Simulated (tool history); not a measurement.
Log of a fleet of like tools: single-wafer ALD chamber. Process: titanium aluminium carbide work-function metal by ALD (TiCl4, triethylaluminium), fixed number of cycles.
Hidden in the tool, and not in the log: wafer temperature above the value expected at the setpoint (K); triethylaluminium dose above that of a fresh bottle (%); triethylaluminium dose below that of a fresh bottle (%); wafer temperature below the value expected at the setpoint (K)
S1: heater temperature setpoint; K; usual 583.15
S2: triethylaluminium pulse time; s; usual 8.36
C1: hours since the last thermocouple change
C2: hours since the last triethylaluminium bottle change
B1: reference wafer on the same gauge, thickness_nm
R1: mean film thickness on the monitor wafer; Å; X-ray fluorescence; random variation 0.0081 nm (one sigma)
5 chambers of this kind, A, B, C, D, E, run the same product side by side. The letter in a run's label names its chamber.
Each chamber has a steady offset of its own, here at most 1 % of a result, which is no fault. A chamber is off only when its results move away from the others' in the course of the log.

Run 1C, hour 6.5: usual settings; C1 1732.3; C2 771.8; B1 2.3308. Result: R1 20.293 Å.
Run 2E, hour 12.0: usual settings; C1 1200.2; C2 261.7; B1 2.3309. Result: R1 20.288 Å.
Run 3D, hour 20.4: usual settings; C1 1174.3; C2 298.0; B1 2.3306. Result: R1 20.323 Å.
Run 4B, hour 29.7: usual settings; C1 2532.9; C2 839.1; B1 2.3307. Result: R1 20.501 Å.
Run 5A, hour 37.4: usual settings; C1 1398.2; C2 374.0; B1 2.3314. Result: R1 20.370 Å.
Run 6E, hour 43.9: usual settings; C1 1232.1; C2 293.6; B1 2.3298. Result: R1 20.276 Å.
Run 7C, hour 53.3: usual settings; C1 1779.1; C2 818.6; B1 2.3301. Result: R1 20.360 Å.
Run 8A, hour 60.9: usual settings; C1 1421.7; C2 397.5; B1 2.3308. Result: R1 20.363 Å.
Run 9B, hour 66.8: usual settings; C1 2570.0; C2 876.2; B1 2.3301. Result: R1 20.331 Å.
Run 10D, hour 76.6: usual settings; C1 1230.5; C2 354.2; B1 2.3285. Result: R1 20.334 Å.
Run 11B, hour 87.3: usual settings; C1 2590.5; C2 896.7; B1 2.3303. Result: R1 20.418 Å.
Run 12A, hour 93.8: usual settings but S1 576.15 K; C1 1454.6; C2 430.4; B1 2.3325. Result: R1 19.640 Å.
Run 13E, hour 104.8: usual settings but S1 576.15 K; C1 1293.0; C2 354.5; B1 2.3291. Result: R1 19.787 Å.
Run 14C, hour 113.1: usual settings but S1 576.15 K; C1 1838.9; C2 878.4; B1 2.3300. Result: R1 19.793 Å.
Run 15D, hour 119.5: usual settings but S1 576.15 K; C1 1273.4; C2 397.1; B1 2.3294. Result: R1 19.819 Å.
Run 16C, hour 127.5: usual settings but S1 576.15 K; C1 1853.3; C2 892.8; B1 2.3304. Result: R1 19.649 Å.
Run 17D, hour 134.2: usual settings; C1 1288.1; C2 411.8; B1 2.3319. Result: R1 20.387 Å.
At hour 140.1: chamber B: thermocouple changed; heater temperature recalibrated.
Run 18B, hour 142.0: usual settings; C1 2.0; C2 951.4; B1 2.3320. Result: R1 20.344 Å.
Run 19A, hour 152.2: usual settings but S1 577.15 K; C1 1513.0; C2 488.8; B1 2.3312. Result: R1 19.854 Å.
Run 20E, hour 157.8: usual settings but S1 577.15 K; C1 1346.0; C2 407.5; B1 2.3297. Result: R1 19.655 Å.
Run 21B, hour 164.3: usual settings but S1 577.15 K; C1 24.3; C2 973.7; B1 2.3282. Result: R1 19.739 Å.
Run 22C, hour 171.9: usual settings but S1 577.15 K; C1 1897.7; C2 937.2; B1 2.3303. Result: R1 19.883 Å.
Run 23D, hour 182.4: usual settings but S1 577.15 K; C1 1336.3; C2 460.0; B1 2.3296. Result: R1 19.846 Å.
Run 24E, hour 193.0: usual settings; C1 1381.2; C2 442.7; B1 2.3289. Result: R1 20.262 Å.
Run 25A, hour 200.8: usual settings; C1 1561.6; C2 537.4; B1 2.3293. Result: R1 20.247 Å.
Run 26D, hour 208.4: usual settings; C1 1362.3; C2 486.0; B1 2.3318. Result: R1 20.365 Å.
Run 27E, hour 215.2: usual settings; C1 1403.4; C2 464.9; B1 2.3291. Result: R1 20.209 Å.
Run 28C, hour 221.2: usual settings; C1 1947.0; C2 986.5; B1 2.3313. Result: R1 20.181 Å.
Run 29B, hour 231.2: usual settings; C1 91.2; C2 1040.6; B1 2.3309. Result: R1 20.401 Å.
Run 30A, hour 240.7: usual settings; C1 1601.5; C2 577.3; B1 2.3326. Result: R1 20.203 Å.
Run 31A, hour 251.8: usual settings; C1 1612.6; C2 588.4; B1 2.3305. Result: R1 20.219 Å.
Run 32B, hour 260.7: usual settings; C1 120.7; C2 1070.1; B1 2.3301. Result: R1 20.242 Å.
Run 33C, hour 271.6: usual settings; C1 1997.4; C2 1036.9; B1 2.3315. Result: R1 20.356 Å.
Run 34E, hour 282.4: usual settings; C1 1470.6; C2 532.1; B1 2.3300. Result: R1 20.214 Å.
Run 35D, hour 291.2: usual settings; C1 1445.1; C2 568.8; B1 2.3278. Result: R1 20.504 Å.
Run 36C, hour 297.9: usual settings; C1 2023.7; C2 1063.2; B1 2.3305. Result: R1 20.417 Å.
Run 37E, hour 307.9: usual settings but S1 578.15 K; C1 1496.1; C2 557.6; B1 2.3275. Result: R1 19.767 Å.
Run 38A, hour 319.4: usual settings but S1 578.15 K; C1 1680.2; C2 656.0; B1 2.3293. Result: R1 19.997 Å.
Run 39B, hour 325.9: usual settings but S1 578.15 K; C1 185.9; C2 1135.3; B1 2.3309. Result: R1 19.915 Å.
At hour 330.2: chamber D: thermocouple changed; heater temperature recalibrated.
Run 40D, hour 333.8: usual settings but S1 578.15 K; C1 3.7; C2 611.4; B1 2.3278. Result: R1 19.888 Å.

Next, every chamber runs the same settings. What will each give?
Run 41A, hour 342.0: usual settings but S2 10.21 s. Result: R1 ?.
Run 41B, hour 342.0: usual settings but S2 10.21 s. Result: R1 ?.
Run 41C, hour 342.0: usual settings but S2 10.21 s. Result: R1 ?.
Run 41D, hour 342.0: usual settings but S2 10.21 s. Result: R1 ?.
Run 41E, hour 342.0: usual settings but S2 10.21 s. Result: R1 ?.

run      R1
41A  20.788
41B  20.752
41C  20.924
41D  20.957
41E  20.761
